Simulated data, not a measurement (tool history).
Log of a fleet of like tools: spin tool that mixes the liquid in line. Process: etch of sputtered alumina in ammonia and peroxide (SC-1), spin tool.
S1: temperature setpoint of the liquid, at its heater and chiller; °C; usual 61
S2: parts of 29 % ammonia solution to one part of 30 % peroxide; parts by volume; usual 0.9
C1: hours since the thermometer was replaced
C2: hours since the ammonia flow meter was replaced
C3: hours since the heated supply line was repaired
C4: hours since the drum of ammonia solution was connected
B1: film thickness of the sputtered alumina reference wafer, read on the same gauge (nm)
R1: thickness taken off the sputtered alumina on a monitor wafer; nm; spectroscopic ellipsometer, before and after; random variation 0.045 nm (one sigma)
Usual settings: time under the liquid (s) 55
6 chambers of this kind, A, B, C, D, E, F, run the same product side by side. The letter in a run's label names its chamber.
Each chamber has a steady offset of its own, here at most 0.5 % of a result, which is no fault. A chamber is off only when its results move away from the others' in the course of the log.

{"day": 0.071, "done": "chamber F: new drum of ammonia solution connected"}
{"run": "1E", "day": 0.308, "S1": 61, "S2": 0.9, "time under the liquid (s)": 55, "C1": 403.9, "C2": 1278.1, "C3": 694.1, "C4": 145.7, "B1": 59.994, "R1": 4.7171}
{"run": "2C", "day": 0.658, "S1": 61, "S2": 0.9, "time under the liquid (s)": 55, "C1": 1171.2, "C2": 754, "C3": 648.2, "C4": 617, "B1": 59.98, "R1": 4.6026}
{"run": "3F", "day": 1.092, "S1": 61, "S2": 0.9, "time under the liquid (s)": 55, "C1": 1099.1, "C2": 69.1, "C3": 2244, "C4": 24.6, "B1": 60.014, "R1": 4.6131}
{"run": "4D", "day": 1.433, "S1": 61, "S2": 0.9, "time under the liquid (s)": 55, "C1": 272.5, "C2": 757, "C3": 476.8, "C4": 349, "B1": 59.987, "R1": 4.5843}
{"run": "5A", "day": 1.779, "S1": 61, "S2": 0.9, "time under the liquid (s)": 55, "C1": 77.2, "C2": 482.3, "C3": 1856, "C4": 656.7, "B1": 60.01, "R1": 4.6203}
{"run": "6B", "day": 2.096, "S1": 69, "S2": 0.75, "time under the liquid (s)": 55, "C1": 260.9, "C2": 347.5, "C3": 1623.1, "C4": 284.5, "B1": 59.975, "R1": 6.8506}
{"run": "7F", "day": 2.488, "S1": 69, "S2": 0.75, "time under the liquid (s)": 55, "C1": 1132.6, "C2": 102.6, "C3": 2277.5, "C4": 58.1, "B1": 59.995, "R1": 6.8316}
{"run": "8A", "day": 2.917, "S1": 69, "S2": 0.75, "time under the liquid (s)": 55, "C1": 104.5, "C2": 509.6, "C3": 1883.3, "C4": 684, "B1": 60.019, "R1": 6.6684}
{"day": 3.008, "done": "chamber B: new drum of ammonia solution connected"}
{"run": "9B", "day": 3.225, "S1": 69, "S2": 0.75, "time under the liquid (s)": 55, "C1": 288, "C2": 374.6, "C3": 1650.2, "C4": 5.2, "B1": 59.986, "R1": 6.6874}
{"run": "10E", "day": 3.688, "S1": 69, "S2": 0.75, "time under the liquid (s)": 55, "C1": 485, "C2": 1359.2, "C3": 775.2, "C4": 226.8, "B1": 59.995, "R1": 6.7269}
{"run": "11C", "day": 3.9, "S1": 69, "S2": 0.75, "time under the liquid (s)": 55, "C1": 1249, "C2": 831.8, "C3": 726, "C4": 694.8, "B1": 60.003, "R1": 6.8785}
{"day": 3.971, "done": "chamber C: ammonia flow meter replaced"}
{"run": "12D", "day": 4.346, "S1": 61, "S2": 0.9, "time under the liquid (s)": 55, "C1": 342.4, "C2": 826.9, "C3": 546.7, "C4": 418.9, "B1": 59.995, "R1": 4.6103}
{"run": "13B", "day": 4.771, "S1": 61, "S2": 0.9, "time under the liquid (s)": 55, "C1": 325.1, "C2": 411.7, "C3": 1687.3, "C4": 42.3, "B1": 59.995, "R1": 4.635}
{"run": "14E", "day": 5.179, "S1": 61, "S2": 0.9, "time under the liquid (s)": 90, "C1": 520.8, "C2": 1395, "C3": 811, "C4": 262.6, "B1": 60.001, "R1": 7.6237}
{"run": "15A", "day": 5.417, "S1": 61, "S2": 0.9, "time under the liquid (s)": 90, "C1": 164.5, "C2": 569.6, "C3": 1943.3, "C4": 744, "B1": 60.002, "R1": 7.6738}
{"run": "16C", "day": 5.712, "S1": 61, "S2": 0.9, "time under the liquid (s)": 90, "C1": 1292.5, "C2": 41.9, "C3": 769.5, "C4": 738.3, "B1": 60.037, "R1": 7.8455}
{"run": "17F", "day": 6.171, "S1": 61, "S2": 0.9, "time under the liquid (s)": 90, "C1": 1221, "C2": 191, "C3": 2365.9, "C4": 146.5, "B1": 60.044, "R1": 7.4825}
{"run": "18D", "day": 6.429, "S1": 61, "S2": 0.9, "time under the liquid (s)": 90, "C1": 392.4, "C2": 876.9, "C3": 596.7, "C4": 468.9, "B1": 60.014, "R1": 7.614}
{"run": "19F", "day": 6.654, "S1": 61, "S2": 0.9, "time under the liquid (s)": 90, "C1": 1232.6, "C2": 202.6, "C3": 2377.5, "C4": 158.1, "B1": 59.998, "R1": 7.4902}
{"run": "20D", "day": 7.104, "S1": 61, "S2": 0.9, "time under the liquid (s)": 55, "C1": 408.6, "C2": 893.1, "C3": 612.9, "C4": 485.1, "B1": 60.025, "R1": 4.6975}
{"run": "21B", "day": 7.417, "S1": 67, "S2": 0.9, "time under the liquid (s)": 75, "C1": 388.6, "C2": 475.2, "C3": 1750.8, "C4": 105.8, "B1": 59.965, "R1": 8.4075}
{"run": "22C", "day": 7.804, "S1": 67, "S2": 0.9, "time under the liquid (s)": 75, "C1": 1342.7, "C2": 92.1, "C3": 819.7, "C4": 788.5, "B1": 59.988, "R1": 9.0156}
{"run": "23A", "day": 8.204, "S1": 67, "S2": 0.9, "time under the liquid (s)": 75, "C1": 231.4, "C2": 636.5, "C3": 2010.2, "C4": 810.9, "B1": 60.011, "R1": 8.5109}
{"run": "24E", "day": 8.654, "S1": 67, "S2": 0.9, "time under the liquid (s)": 75, "C1": 604.2, "C2": 1478.4, "C3": 894.4, "C4": 346, "B1": 60.009, "R1": 8.5873}
{"day": 8.767, "done": "chamber C: new drum of ammonia solution connected"}
{"run": "25E", "day": 9.058, "S1": 67, "S2": 0.9, "time under the liquid (s)": 75, "C1": 613.9, "C2": 1488.1, "C3": 904.1, "C4": 355.7, "B1": 59.981, "R1": 8.5175}
{"day": 9.062, "done": "chamber D: new drum of ammonia solution connected"}
{"day": 9.388, "done": "chamber E: thermometer replaced"}
{"day": 9.492, "done": "chamber B: ammonia flow meter replaced"}
{"run": "26A", "day": 9.5, "S1": 67, "S2": 0.9, "time under the liquid (s)": 75, "C1": 262.5, "C2": 667.6, "C3": 2041.3, "C4": 842, "B1": 59.983, "R1": 8.435}
{"run": "27C", "day": 9.962, "S1": 61, "S2": 0.9, "time under the liquid (s)": 55, "C1": 1394.5, "C2": 143.9, "C3": 871.5, "C4": 28.8, "B1": 59.985, "R1": 5.0495}
{"run": "28D", "day": 10.238, "S1": 61, "S2": 0.9, "time under the liquid (s)": 55, "C1": 483.8, "C2": 968.3, "C3": 688.1, "C4": 28.3, "B1": 59.965, "R1": 4.5458}
{"run": "29F", "day": 10.596, "S1": 55.5, "S2": 0.9, "time under the liquid (s)": 55, "C1": 1327.2, "C2": 297.2, "C3": 2472.1, "C4": 252.7, "B1": 60.04, "R1": 3.4906}
{"run": "30B", "day": 10.875, "S1": 55.5, "S2": 0.9, "time under the liquid (s)": 55, "C1": 471.6, "C2": 33.3, "C3": 1833.8, "C4": 188.8, "B1": 60.017, "R1": 3.5651}
{"run": "31A", "day": 11.112, "S1": 55.5, "S2": 0.9, "time under the liquid (s)": 55, "C1": 301.2, "C2": 706.3, "C3": 2080, "C4": 880.7, "B1": 59.995, "R1": 3.4421}
{"run": "32D", "day": 11.338, "S1": 55.5, "S2": 0.9, "time under the liquid (s)": 55, "C1": 510.2, "C2": 994.7, "C3": 714.5, "C4": 54.7, "B1": 59.963, "R1": 3.4146}
{"run": "33E", "day": 11.692, "S1": 55.5, "S2": 0.9, "time under the liquid (s)": 55, "C1": 55.4, "C2": 1551.3, "C3": 967.3, "C4": 418.9, "B1": 59.989, "R1": 3.4762}
{"run": "34C", "day": 11.896, "S1": 55.5, "S2": 0.9, "time under the liquid (s)": 55, "C1": 1440.9, "C2": 190.3, "C3": 917.9, "C4": 75.2, "B1": 59.997, "R1": 3.8351}
{"run": "35F", "day": 12.175, "S1": 61, "S2": 0.9, "time under the liquid (s)": 55, "C1": 1365.1, "C2": 335.1, "C3": 2510, "C4": 290.6, "B1": 60.001, "R1": 4.5865}
{"run": "36B", "day": 12.396, "S1": 61, "S2": 0.9, "time under the liquid (s)": 55, "C1": 508.1, "C2": 69.8, "C3": 1870.3, "C4": 225.3, "B1": 60.008, "R1": 4.6349}
{"run": "37D", "day": 12.638, "S1": 61, "S2": 0.9, "time under the liquid (s)": 55, "C1": 541.4, "C2": 1025.9, "C3": 745.7, "C4": 85.9, "B1": 59.984, "R1": 4.5643}
{"run": "38C", "day": 13.104, "S1": 61, "S2": 0.9, "time under the liquid (s)": 55, "C1": 1469.9, "C2": 219.3, "C3": 946.9, "C4": 104.2, "B1": 60.019, "R1": 5.0822}
{"run": "39F", "day": 13.475, "S1": 61, "S2": 0.9, "time under the liquid (s)": 55, "C1": 1396.3, "C2": 366.3, "C3": 2541.2, "C4": 321.8, "B1": 60.006, "R1": 4.6231}
{"run": "40B", "day": 13.729, "S1": 61, "S2": 0.9, "time under the liquid (s)": 55, "C1": 540.1, "C2": 101.8, "C3": 1902.3, "C4": 257.3, "B1": 59.997, "R1": 4.6245}
{"run": "41E", "day": 14.096, "S1": 61, "S2": 0.9, "time under the liquid (s)": 55, "C1": 113.1, "C2": 1609, "C3": 1025, "C4": 476.6, "B1": 60.017, "R1": 4.592}
{"run": "42A", "day": 14.571, "S1": 61, "S2": 0.9, "time under the liquid (s)": 55, "C1": 384.2, "C2": 789.3, "C3": 2163, "C4": 963.7, "B1": 59.989, "R1": 4.6185}

All 6 chambers run these settings next. Forecast each chamber's results:
{"run": "43A", "day": 14.912, "S1": 61, "S2": 0.9, "time under the liquid (s)": 40, "R1": "?"}
{"run": "43B", "day": 14.912, "S1": 61, "S2": 0.9, "time under the liquid (s)": 40, "R1": "?"}
{"run": "43C", "day": 14.912, "S1": 61, "S2": 0.9, "time under the liquid (s)": 40, "R1": "?"}
{"run": "43D", "day": 14.912, "S1": 61, "S2": 0.9, "time under the liquid (s)": 40, "R1": "?"}
{"run": "43E", "day": 14.912, "S1": 61, "S2": 0.9, "time under the liquid (s)": 40, "R1": "?"}
{"run": "43F", "day": 14.912, "S1": 61, "S2": 0.9, "time under the liquid (s)": 40, "R1": "?"}

run=43A R1=3.3603
run=43B R1=3.3607
run=43C R1=3.7663
run=43D R1=3.2881
run=43E R1=3.3744
run=43F R1=3.3215

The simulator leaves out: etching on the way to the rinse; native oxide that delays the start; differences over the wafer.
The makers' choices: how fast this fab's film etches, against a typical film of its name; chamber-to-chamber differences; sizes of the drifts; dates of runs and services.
